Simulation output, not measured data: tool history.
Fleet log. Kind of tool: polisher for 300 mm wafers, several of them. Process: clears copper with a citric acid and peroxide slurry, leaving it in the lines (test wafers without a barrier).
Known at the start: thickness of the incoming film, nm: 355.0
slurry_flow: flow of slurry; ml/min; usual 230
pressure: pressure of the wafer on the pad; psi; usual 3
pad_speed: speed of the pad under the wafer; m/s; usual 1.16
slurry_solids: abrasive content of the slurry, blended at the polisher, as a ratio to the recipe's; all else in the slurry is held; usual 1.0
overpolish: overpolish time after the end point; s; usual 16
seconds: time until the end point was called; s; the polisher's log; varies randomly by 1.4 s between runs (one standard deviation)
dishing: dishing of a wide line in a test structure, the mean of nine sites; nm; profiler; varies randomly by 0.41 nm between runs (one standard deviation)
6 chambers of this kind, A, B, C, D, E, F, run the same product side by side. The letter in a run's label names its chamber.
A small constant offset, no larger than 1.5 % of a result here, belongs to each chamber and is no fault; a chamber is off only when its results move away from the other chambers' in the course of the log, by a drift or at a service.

run	hour	slurry_flow	pressure	pad_speed	slurry_solids	overpolish	wafers polished on this pad	hours since the slurry nozzle was cleaned	hours since the head pressure was calibrated	hours since the slurry blender was calibrated	seconds	dishing
# hour 5.1: chamber D: worn pad replaced by a new one
# hour 9.3: chamber E: slurry blender recalibrated
# hour 9.6: chamber A: worn pad replaced by a new one
1A	10.5	230	3	1.16	1.0	16	9	351.0	495.3	48.8	148.61	24.308
# hour 12.8: chamber E: worn pad replaced by a new one
2D	16.3	230	3	1.16	1.0	16	114	222.4	1315.7	456.3	146.31	24.582
3F	22.8	230	3	1.16	1.0	16	923	572.4	486.1	80.0	148.80	25.456
4B	28.3	230	3	1.16	1.0	16	1313	170.6	280.9	109.4	147.09	24.709
# hour 31.3: chamber A: slurry nozzle cleaned
# hour 31.4: chamber B: worn pad replaced by a new one
# hour 36.9: chamber F: worn pad replaced by a new one
5E	40.9	230	3	1.16	1.0	16	285	546.5	130.2	31.6	144.64	24.723
# hour 42.4: chamber C: worn pad replaced by a new one
6C	53.2	230	3	1.16	1.0	16	109	387.2	297.5	207.9	149.40	24.262
7A	63.3	230	3	1.16	1.0	16	544	32.0	548.1	101.6	150.99	24.529
8B	70.9	230	3	1.16	1.0	16	400	213.2	323.5	152.0	147.07	25.426
9C	81.6	230	3	1.16	1.0	16	397	415.6	325.9	236.3	144.59	24.215
# hour 86.4: chamber D: worn pad replaced by a new one
10E	88.6	305	3	0.96	1.0	16	768	594.2	177.9	79.3	170.87	21.792
# hour 89.4: chamber D: head pressure recalibrated
# hour 91.3: chamber D: slurry blender recalibrated
11F	98.2	305	3	0.96	1.0	16	621	647.8	561.5	155.4	172.59	22.106
# hour 98.4: chamber D: slurry nozzle cleaned
12D	108.6	305	3	0.96	1.0	16	225	10.3	19.3	17.3	170.59	21.562
# hour 111.3: chamber E: slurry blender recalibrated
# hour 113.6: chamber A: worn pad replaced by a new one
# hour 115.9: chamber C: worn pad replaced by a new one
# hour 116.9: chamber B: slurry blender recalibrated
13A	118.7	305	3	0.96	1.0	16	52	87.4	603.5	157.0	174.69	21.807
# hour 128.5: chamber E: worn pad replaced by a new one
14D	128.8	305	3	0.96	1.0	16	430	30.5	39.5	37.5	171.83	22.158
# hour 130.4: chamber A: slurry blender recalibrated
15C	136.7	305	3	0.96	1.0	16	211	470.7	381.0	291.4	170.26	22.243
# hour 144.4: chamber F: worn pad replaced by a new one
16F	146.1	230	3	1.16	1.0	16	17	695.7	609.4	203.3	146.41	24.489
17E	156.4	230	3	1.16	1.0	16	282	662.0	245.7	45.2	146.29	24.650
# hour 158.3: chamber F: head pressure recalibrated
# hour 163.8: chamber D: worn pad replaced by a new one
18B	164.4	230	3	1.16	1.0	16	1347	306.7	417.0	47.5	147.87	24.732
# hour 166.8: chamber C: slurry blender recalibrated
19C	174.3	230	3	1.16	1.0	16	591	508.3	418.6	7.5	148.29	24.320
20A	184.3	230	3	1.16	1.0	16	716	153.0	669.1	53.9	150.67	24.947
21B	190.0	230	3	1.16	1.0	16	1607	332.3	442.6	73.1	147.86	24.503
# hour 192.4: chamber B: worn pad replaced by a new one
# hour 194.1: chamber C: worn pad replaced by a new one
22F	200.6	230	3	1.16	1.0	16	569	750.2	42.4	257.8	145.95	24.679
# hour 209.3: chamber E: slurry nozzle cleaned
23E	212.5	230	3	0.88	1.0	20	850	3.3	301.8	101.3	190.36	23.761
# hour 213.8: chamber E: slurry blender recalibrated
# hour 214.9: chamber A: worn pad replaced by a new one
24D	218.2	230	3	0.88	1.0	20	551	119.9	128.9	126.9	192.02	23.843
25D	226.2	230	3	0.88	1.0	20	632	127.9	136.9	134.9	193.45	24.352
# hour 232.3: chamber D: worn pad replaced by a new one
26F	236.9	230	3	0.88	1.0	20	937	786.5	78.7	294.1	192.41	23.319
# hour 245.3: chamber F: worn pad replaced by a new one
27C	246.4	230	3	0.88	1.0	20	530	580.4	490.7	79.6	194.14	24.011
28E	252.7	230	3	0.88	1.0	20	1258	43.5	342.0	39.0	191.69	24.257
# hour 255.5: chamber F: slurry nozzle cleaned
29A	259.0	230	3	1.16	1.0	16	446	227.7	743.8	128.6	150.81	23.904
# hour 266.2: chamber C: worn pad replaced by a new one
30B	268.8	230	3	1.16	1.0	16	774	411.1	521.4	151.9	148.42	25.076
# hour 273.8: chamber B: slurry blender recalibrated
31A	278.4	230	3	1.16	1.0	16	643	247.1	763.2	148.0	146.75	24.891
# hour 279.9: chamber E: worn pad replaced by a new one
# hour 286.3: chamber A: slurry blender recalibrated
32E	290.1	230	3	1.16	1.0	16	103	80.9	379.4	76.4	147.89	24.859
33B	302.7	230	3	1.16	1.0	16	1117	445.0	555.3	29.0	146.76	25.137
# hour 306.9: chamber C: slurry nozzle cleaned
# hour 308.8: chamber A: worn pad replaced by a new one
# hour 310.9: chamber E: slurry blender recalibrated
# hour 311.9: chamber D: worn pad replaced by a new one
34D	313.4	230	3	1.16	1.0	16	15	215.1	224.1	222.1	145.29	25.251
35C	320.7	230	3	1.16	1.0	21	552	13.8	565.0	153.9	149.43	30.451
36F	328.5	230	3	1.16	1.0	21	843	73.1	170.3	385.7	147.40	30.412
37E	337.1	230	3	1.16	1.0	21	580	127.9	426.4	26.3	144.60	30.557
38F	343.9	230	3	1.16	1.0	21	999	88.5	185.7	401.1	145.77	30.541
39D	355.1	230	3	1.16	1.0	21	437	256.8	265.8	263.8	146.42	30.936
40A	363.8	230	3	1.16	1.0	21	558	332.5	848.6	77.5	150.86	30.719

All 6 chambers run these settings next. Forecast each chamber's results:
41A	372.9	230	3	1.16	0.8	16					?	?
41B	372.9	230	3	1.16	0.8	16					?	?
41C	372.9	230	3	1.16	0.8	16					?	?
41D	372.9	230	3	1.16	0.8	16					?	?
41E	372.9	230	3	1.16	0.8	16					?	?
41F	372.9	230	3	1.16	0.8	16					?	?

run	seconds	dishing
41A	156.31	24.209
41B	153.77	23.923
41C	157.46	24.035
41D	153.19	24.226
41E	153.89	23.619
41F	153.48	24.622

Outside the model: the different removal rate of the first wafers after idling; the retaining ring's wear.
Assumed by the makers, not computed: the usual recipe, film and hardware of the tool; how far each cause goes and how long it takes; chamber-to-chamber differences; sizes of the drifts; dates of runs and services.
